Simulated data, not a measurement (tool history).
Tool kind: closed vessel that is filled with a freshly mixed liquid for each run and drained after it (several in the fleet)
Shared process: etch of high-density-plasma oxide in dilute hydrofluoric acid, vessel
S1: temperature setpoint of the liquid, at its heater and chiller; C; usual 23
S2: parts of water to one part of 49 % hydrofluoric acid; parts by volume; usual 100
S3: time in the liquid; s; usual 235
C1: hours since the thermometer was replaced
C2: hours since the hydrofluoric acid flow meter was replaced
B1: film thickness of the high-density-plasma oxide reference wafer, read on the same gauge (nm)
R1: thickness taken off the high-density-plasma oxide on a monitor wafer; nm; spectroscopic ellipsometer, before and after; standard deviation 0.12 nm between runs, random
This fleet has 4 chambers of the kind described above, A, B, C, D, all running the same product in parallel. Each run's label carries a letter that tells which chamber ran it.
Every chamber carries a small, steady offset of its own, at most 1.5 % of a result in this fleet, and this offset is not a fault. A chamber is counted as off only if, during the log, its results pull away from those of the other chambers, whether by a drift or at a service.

run 1C hour=3.7 | S1=23 S2=100 S3=235 | C1=877.7 C2=327.3 | B1=50.008 | R1=14.965
run 2D hour=7.6 | S1=23 S2=100 S3=235 | C1=113.3 C2=217.3 | B1=50.014 | R1=14.952
run 3A hour=12 | S1=23 S2=100 S3=235 | C1=59.5 C2=1059.4 | B1=49.984 | R1=14.888
run 4B hour=15.1 | S1=23 S2=100 S3=235 | C1=133.9 C2=301.6 | B1=50.005 | R1=15.09
run 5B hour=19.6 | S1=23 S2=120 S3=235 | C1=138.4 C2=306.1 | B1=49.994 | R1=12.194
run 6A hour=22.6 | S1=23 S2=120 S3=235 | C1=70.1 C2=1070 | B1=50.018 | R1=12.077
run 7C hour=25.9 | S1=23 S2=120 S3=235 | C1=899.9 C2=349.5 | B1=49.987 | R1=12.489
run 8D hour=30.1 | S1=23 S2=120 S3=235 | C1=135.8 C2=239.8 | B1=50 | R1=12.27
run 9A hour=34.1 | S1=23 S2=100 S3=235 | C1=81.6 C2=1081.5 | B1=50.015 | R1=14.752
run 10B hour=36.5 | S1=23 S2=100 S3=235 | C1=155.3 C2=323 | B1=49.984 | R1=14.92
run 11D hour=38.9 | S1=23 S2=100 S3=235 | C1=144.6 C2=248.6 | B1=49.981 | R1=14.73
run 12C hour=42.6 | S1=18.5 S2=100 S3=300 | C1=916.6 C2=366.2 | B1=50.003 | R1=16.626
run 13B hour=44.8 | S1=18.5 S2=100 S3=300 | C1=163.6 C2=331.3 | B1=50.02 | R1=15.9
run 14D hour=48.3 | S1=18.5 S2=100 S3=300 | C1=154 C2=258 | B1=49.989 | R1=15.807
run 15C hour=51 | S1=18.5 S2=100 S3=300 | C1=925 C2=374.6 | B1=49.988 | R1=16.863
run 16A hour=53.4 | S1=23 S2=100 S3=235 | C1=100.9 C2=1100.8 | B1=49.989 | R1=14.597
run 17A hour=56.3 | S1=23 S2=100 S3=235 | C1=103.8 C2=1103.7 | B1=50.001 | R1=14.817
run 18D hour=59.4 | S1=23 S2=100 S3=235 | C1=165.1 C2=269.1 | B1=50.002 | R1=15.118
run 19C hour=61.6 | S1=23 S2=100 S3=235 | C1=935.6 C2=385.2 | B1=49.991 | R1=15.936
run 20B hour=65.7 | S1=23 S2=100 S3=235 | C1=184.5 C2=352.2 | B1=50.013 | R1=15.045
run 21A hour=68.5 | S1=23 S2=100 S3=235 | C1=116 C2=1115.9 | B1=49.999 | R1=14.72
run 22D hour=71.3 | S1=23 S2=100 S3=235 | C1=177 C2=281 | B1=50.003 | R1=14.797
run 23B hour=73.8 | S1=23 S2=100 S3=235 | C1=192.6 C2=360.3 | B1=49.993 | R1=14.881
run 24C hour=76.2 | S1=23 S2=100 S3=235 | C1=950.2 C2=399.8 | B1=50.002 | R1=16.084
run 25C hour=80.9 | S1=23 S2=100 S3=235 | C1=954.9 C2=404.5 | B1=49.993 | R1=16.271
run 26A hour=83.3 | S1=23 S2=100 S3=235 | C1=130.8 C2=1130.7 | B1=49.983 | R1=14.943

Next, every chamber runs the same settings. What will each give?
run 27A hour=86.8 | S1=18.5 S2=100 S3=235 | R1=?
run 27B hour=86.8 | S1=18.5 S2=100 S3=235 | R1=?
run 27C hour=86.8 | S1=18.5 S2=100 S3=235 | R1=?
run 27D hour=86.8 | S1=18.5 S2=100 S3=235 | R1=?

run=27A R1=12.355
run=27B R1=12.465
run=27C R1=13.805
run=27D R1=12.343
